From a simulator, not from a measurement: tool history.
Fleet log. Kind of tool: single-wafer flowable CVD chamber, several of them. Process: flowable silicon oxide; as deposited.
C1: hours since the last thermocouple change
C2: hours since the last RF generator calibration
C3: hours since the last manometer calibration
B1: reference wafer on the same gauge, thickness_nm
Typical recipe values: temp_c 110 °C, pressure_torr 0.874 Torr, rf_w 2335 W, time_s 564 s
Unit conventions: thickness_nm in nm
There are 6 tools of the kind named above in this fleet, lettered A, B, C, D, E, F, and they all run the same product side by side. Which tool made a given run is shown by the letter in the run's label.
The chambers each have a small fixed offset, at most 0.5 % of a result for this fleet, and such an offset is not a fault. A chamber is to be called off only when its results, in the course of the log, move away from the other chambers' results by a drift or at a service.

run 1F day=0.308 | temp_c=110 pressure_torr=0.874 rf_w=2335 time_s=564 | C1=37.4 C2=1401.1 C3=1628.8 | B1=231.94 | thickness_nm=282.85
run 2D day=0.525 | temp_c=110 pressure_torr=0.874 rf_w=2335 time_s=564 | C1=861.8 C2=1466.0 C3=1141.4 | B1=231.99 | thickness_nm=282.62
run 3E day=0.800 | temp_c=110 pressure_torr=0.874 rf_w=2335 time_s=564 | C1=551.1 C2=181.5 C3=2287.6 | B1=232.06 | thickness_nm=282.21
run 4C day=0.983 | temp_c=110 pressure_torr=0.874 rf_w=2335 time_s=564 | C1=337.1 C2=524.1 C3=917.8 | B1=232.02 | thickness_nm=282.21
run 5A day=1.288 | temp_c=110 pressure_torr=0.874 rf_w=2335 time_s=564 | C1=937.9 C2=811.5 C3=678.2 | B1=231.86 | thickness_nm=281.25
run 6B day=1.638 | temp_c=110 pressure_torr=0.874 rf_w=2335 time_s=564 | C1=1499.5 C2=321.0 C3=785.6 | B1=231.98 | thickness_nm=281.78
run 7D day=2.025 | temp_c=110 pressure_torr=0.874 rf_w=2335 time_s=564 | C1=897.8 C2=1502.0 C3=1177.4 | B1=232.03 | thickness_nm=282.44
-- day=2.083 chamber E: capacitance manometer re-zeroed and calibrated
run 8F day=2.217 | temp_c=110 pressure_torr=0.874 rf_w=2125 time_s=506 | C1=83.2 C2=1446.9 C3=1674.6 | B1=232.02 | thickness_nm=250.01
run 9E day=2.596 | temp_c=110 pressure_torr=0.874 rf_w=2125 time_s=506 | C1=594.2 C2=224.6 C3=12.3 | B1=231.79 | thickness_nm=249.13
run 10A day=2.771 | temp_c=110 pressure_torr=0.874 rf_w=2125 time_s=506 | C1=973.5 C2=847.1 C3=713.8 | B1=232.07 | thickness_nm=248.92
run 11C day=2.950 | temp_c=110 pressure_torr=0.874 rf_w=2125 time_s=506 | C1=384.3 C2=571.3 C3=965.0 | B1=232.03 | thickness_nm=250.22
run 12B day=3.275 | temp_c=110 pressure_torr=0.874 rf_w=2125 time_s=506 | C1=1538.8 C2=360.3 C3=824.9 | B1=231.88 | thickness_nm=252.43
run 13C day=3.550 | temp_c=110 pressure_torr=0.874 rf_w=2125 time_s=506 | C1=398.7 C2=585.7 C3=979.4 | B1=232.00 | thickness_nm=250.78
run 14E day=3.767 | temp_c=110 pressure_torr=0.874 rf_w=2335 time_s=564 | C1=622.3 C2=252.7 C3=40.4 | B1=232.28 | thickness_nm=281.63
run 15F day=4.100 | temp_c=110 pressure_torr=0.874 rf_w=2335 time_s=564 | C1=128.4 C2=1492.1 C3=1719.8 | B1=231.99 | thickness_nm=280.98
run 16B day=4.446 | temp_c=110 pressure_torr=0.874 rf_w=2335 time_s=564 | C1=1566.9 C2=388.4 C3=853.0 | B1=232.06 | thickness_nm=284.20
run 17A day=4.846 | temp_c=110 pressure_torr=0.874 rf_w=2335 time_s=564 | C1=1023.3 C2=896.9 C3=763.6 | B1=232.04 | thickness_nm=282.84
run 18D day=5.167 | temp_c=110 pressure_torr=0.874 rf_w=2335 time_s=564 | C1=973.2 C2=1577.4 C3=1252.8 | B1=232.01 | thickness_nm=283.72
run 19D day=5.483 | temp_c=110 pressure_torr=0.874 rf_w=2335 time_s=564 | C1=980.8 C2=1585.0 C3=1260.4 | B1=232.12 | thickness_nm=283.06
run 20A day=5.746 | temp_c=123 pressure_torr=0.874 rf_w=2335 time_s=564 | C1=1044.9 C2=918.5 C3=785.2 | B1=231.95 | thickness_nm=190.15
run 21F day=5.996 | temp_c=123 pressure_torr=0.874 rf_w=2335 time_s=564 | C1=173.9 C2=1537.6 C3=1765.3 | B1=232.09 | thickness_nm=186.99
run 22E day=6.246 | temp_c=123 pressure_torr=0.874 rf_w=2335 time_s=564 | C1=681.8 C2=312.2 C3=99.9 | B1=232.03 | thickness_nm=189.68
run 23C day=6.450 | temp_c=123 pressure_torr=0.874 rf_w=2335 time_s=564 | C1=468.3 C2=655.3 C3=1049.0 | B1=232.13 | thickness_nm=191.26
run 24B day=6.767 | temp_c=123 pressure_torr=0.874 rf_w=2335 time_s=564 | C1=1622.6 C2=444.1 C3=908.7 | B1=232.13 | thickness_nm=190.70
run 25D day=6.942 | temp_c=123 pressure_torr=0.874 rf_w=2335 time_s=564 | C1=1015.8 C2=1620.0 C3=1295.4 | B1=231.99 | thickness_nm=191.75
run 26E day=7.129 | temp_c=110 pressure_torr=0.874 rf_w=2335 time_s=564 | C1=703.0 C2=333.4 C3=121.1 | B1=231.99 | thickness_nm=282.08
run 27B day=7.362 | temp_c=110 pressure_torr=0.874 rf_w=2335 time_s=564 | C1=1636.9 C2=458.4 C3=923.0 | B1=232.00 | thickness_nm=282.92
run 28F day=7.683 | temp_c=110 pressure_torr=0.874 rf_w=2335 time_s=564 | C1=214.4 C2=1578.1 C3=1805.8 | B1=232.06 | thickness_nm=274.82
run 29C day=7.921 | temp_c=110 pressure_torr=0.874 rf_w=2335 time_s=564 | C1=503.6 C2=690.6 C3=1084.3 | B1=232.08 | thickness_nm=283.81
run 30A day=8.312 | temp_c=121 pressure_torr=1.063 rf_w=2335 time_s=564 | C1=1106.5 C2=980.1 C3=846.8 | B1=231.89 | thickness_nm=255.82
run 31A day=8.600 | temp_c=121 pressure_torr=1.063 rf_w=2335 time_s=564 | C1=1113.4 C2=987.0 C3=853.7 | B1=232.04 | thickness_nm=254.64
run 32D day=8.879 | temp_c=121 pressure_torr=1.063 rf_w=2335 time_s=564 | C1=1062.3 C2=1666.5 C3=1341.9 | B1=232.06 | thickness_nm=257.13
run 33C day=9.196 | temp_c=121 pressure_torr=1.063 rf_w=2335 time_s=564 | C1=534.2 C2=721.2 C3=1114.9 | B1=231.93 | thickness_nm=253.47
run 34E day=9.442 | temp_c=121 pressure_torr=1.063 rf_w=2335 time_s=564 | C1=758.5 C2=388.9 C3=176.6 | B1=231.86 | thickness_nm=254.38
run 35B day=9.733 | temp_c=121 pressure_torr=1.063 rf_w=2335 time_s=564 | C1=1693.8 C2=515.3 C3=979.9 | B1=231.90 | thickness_nm=256.67
run 36F day=10.012 | temp_c=99 pressure_torr=1.002 rf_w=2335 time_s=564 | C1=270.3 C2=1634.0 C3=1861.7 | B1=231.97 | thickness_nm=465.97
run 37E day=10.350 | temp_c=99 pressure_torr=1.002 rf_w=2335 time_s=564 | C1=780.3 C2=410.7 C3=198.4 | B1=231.83 | thickness_nm=483.22
run 38A day=10.617 | temp_c=99 pressure_torr=1.002 rf_w=2335 time_s=564 | C1=1161.8 C2=1035.4 C3=902.1 | B1=231.80 | thickness_nm=483.17

One chamber off, gauge drift, or nothing amiss beyond the chambers' own small offsets? If it is a chamber, which one, and what is the likeliest cause?

One chamber, F, drifts off from the rest bit by bit.
Most likely cause: true pressure below the setpoint (%) = 3.1.
With only this log, it may be confused with: wafer temperature above the value expected at the setpoint (K).

Which of the 4 candidates below, each the usual settings with something changed and its results left as question marks, puts chamber F back in line with what the other chambers give on the usual settings?
Maximum distance from the other chambers' mean on the usual settings for a result to count as in line: thickness_nm 2.80 nm
run 39F-1 day=10.908 | temp_c=110 pressure_torr=0.913 rf_w=2345 time_s=576 | thickness_nm=?
run 39F-2 day=10.908 | temp_c=110 pressure_torr=0.874 rf_w=2335 time_s=520 | thickness_nm=?
run 39F-3 day=10.908 | temp_c=109 pressure_torr=0.880 rf_w=2335 time_s=566 | thickness_nm=?
run 39F-4 day=10.908 | temp_c=111 pressure_torr=0.874 rf_w=2335 time_s=560 | thickness_nm=?

Mean of the other chambers on the usual settings: thickness_nm 282.88 nm
run=39F-1 thickness_nm=293.39
run=39F-2 thickness_nm=250.34
run=39F-3 thickness_nm=284.01
run=39F-4 thickness_nm=261.20
39F-3 puts the chamber back in line with the other chambers.

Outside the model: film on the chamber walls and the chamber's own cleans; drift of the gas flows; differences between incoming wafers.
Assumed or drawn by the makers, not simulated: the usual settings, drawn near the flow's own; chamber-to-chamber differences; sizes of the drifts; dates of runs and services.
